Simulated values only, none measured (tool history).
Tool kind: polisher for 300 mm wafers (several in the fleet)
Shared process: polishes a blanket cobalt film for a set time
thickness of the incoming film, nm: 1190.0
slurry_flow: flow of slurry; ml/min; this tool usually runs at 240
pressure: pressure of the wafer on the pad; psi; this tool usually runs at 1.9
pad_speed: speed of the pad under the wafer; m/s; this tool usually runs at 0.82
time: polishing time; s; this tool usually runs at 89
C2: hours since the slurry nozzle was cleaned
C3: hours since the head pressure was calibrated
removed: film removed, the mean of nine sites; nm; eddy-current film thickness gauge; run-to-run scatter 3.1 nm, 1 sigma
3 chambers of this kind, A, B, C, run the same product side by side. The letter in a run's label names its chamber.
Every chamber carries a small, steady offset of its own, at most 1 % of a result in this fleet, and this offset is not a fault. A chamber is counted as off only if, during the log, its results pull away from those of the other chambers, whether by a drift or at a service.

Run 1B, hour 2.9: usual settings; wafers polished on this pad 920; C2 66.8; C3 504.9. Result: removed 409.95 nm.
At hour 4.8: chamber B: worn pad replaced by a new one.
Run 2C, hour 9.3: usual settings; wafers polished on this pad 405; C2 86.6; C3 500.7. Result: removed 407.83 nm.
At hour 9.7: chamber A: worn pad replaced by a new one.
Run 3A, hour 13.4: usual settings; wafers polished on this pad 42; C2 516.2; C3 201.5. Result: removed 404.59 nm.
Run 4B, hour 16.6: usual settings; wafers polished on this pad 136; C2 80.5; C3 518.6. Result: removed 409.55 nm.
Run 5C, hour 21.4: usual settings; wafers polished on this pad 545; C2 98.7; C3 512.8. Result: removed 401.99 nm.
Run 6A, hour 25.8: usual settings but pad_speed 0.96 m/s; wafers polished on this pad 185; C2 528.6; C3 213.9. Result: removed 474.19 nm.
Run 7A, hour 32.2: usual settings but pad_speed 0.96 m/s; wafers polished on this pad 259; C2 535; C3 220.3. Result: removed 479.73 nm.
Run 8B, hour 37.2: usual settings but pad_speed 0.96 m/s; wafers polished on this pad 374; C2 101.1; C3 539.2. Result: removed 475.99 nm.
Run 9C, hour 42.6: usual settings but pad_speed 0.96 m/s, time 99 s; wafers polished on this pad 790; C2 119.9; C3 534. Result: removed 531.12 nm.
At hour 44: chamber C: head pressure recalibrated.
Run 10A, hour 47: usual settings but pad_speed 0.96 m/s, time 99 s; wafers polished on this pad 430; C2 549.8; C3 235.1. Result: removed 535.75 nm.
Run 11B, hour 50.1: usual settings but pad_speed 0.96 m/s, time 99 s; wafers polished on this pad 523; C2 114; C3 552.1. Result: removed 532.22 nm.
Run 12C, hour 56.4: usual settings; wafers polished on this pad 949; C2 133.7; C3 12.4. Result: removed 406.32 nm.
Run 13B, hour 59.8: usual settings; wafers polished on this pad 635; C2 123.7; C3 561.8. Result: removed 405.13 nm.
Run 14C, hour 66.1: usual settings; wafers polished on this pad 1061; C2 143.4; C3 22.1. Result: removed 403.31 nm.
Run 15A, hour 72.5: usual settings; wafers polished on this pad 725; C2 575.3; C3 260.6. Result: removed 403.14 nm.
At hour 78.1: chamber A: slurry nozzle cleaned.
Run 16A, hour 78.5: usual settings; wafers polished on this pad 794; C2 0.5; C3 266.6. Result: removed 407.78 nm.
Run 17B, hour 81.6: usual settings; wafers polished on this pad 887; C2 145.5; C3 583.6. Result: removed 408.71 nm.
At hour 84: chamber B: worn pad replaced by a new one.
Run 18C, hour 85.5: usual settings; wafers polished on this pad 1285; C2 162.8; C3 41.5. Result: removed 411.06 nm.
At hour 85.6: chamber A: worn pad replaced by a new one.
Run 19A, hour 91.1: usual settings; wafers polished on this pad 64; C2 13.1; C3 279.2. Result: removed 403.91 nm.
At hour 94.9: chamber C: worn pad replaced by a new one.
Run 20B, hour 97.4: usual settings; wafers polished on this pad 155; C2 161.3; C3 599.4. Result: removed 403.29 nm.
Run 21C, hour 102: usual settings; wafers polished on this pad 82; C2 179.3; C3 58. Result: removed 408.46 nm.
Run 22B, hour 107.3: usual settings but pad_speed 1 m/s; wafers polished on this pad 269; C2 171.2; C3 609.3. Result: removed 497.7 nm.
Run 23A, hour 112.9: usual settings but pad_speed 1 m/s; wafers polished on this pad 316; C2 34.9; C3 301. Result: removed 496.88 nm.
Run 24C, hour 118.4: usual settings but pad_speed 1 m/s; wafers polished on this pad 271; C2 195.7; C3 74.4. Result: removed 491.22 nm.
Run 25C, hour 124: usual settings; wafers polished on this pad 336; C2 201.3; C3 80. Result: removed 407.83 nm.
Run 26A, hour 130.3: usual settings; wafers polished on this pad 516; C2 52.3; C3 318.4. Result: removed 401.37 nm.

Next, every chamber runs the same settings. What will each give?
Run 27A, hour 135: usual settings but time 106 s. Result: removed ?.
Run 27B, hour 135: usual settings but time 106 s. Result: removed ?.
Run 27C, hour 135: usual settings but time 106 s. Result: removed ?.

run  removed
27A   483.56
27B   492.02
27C   480.44

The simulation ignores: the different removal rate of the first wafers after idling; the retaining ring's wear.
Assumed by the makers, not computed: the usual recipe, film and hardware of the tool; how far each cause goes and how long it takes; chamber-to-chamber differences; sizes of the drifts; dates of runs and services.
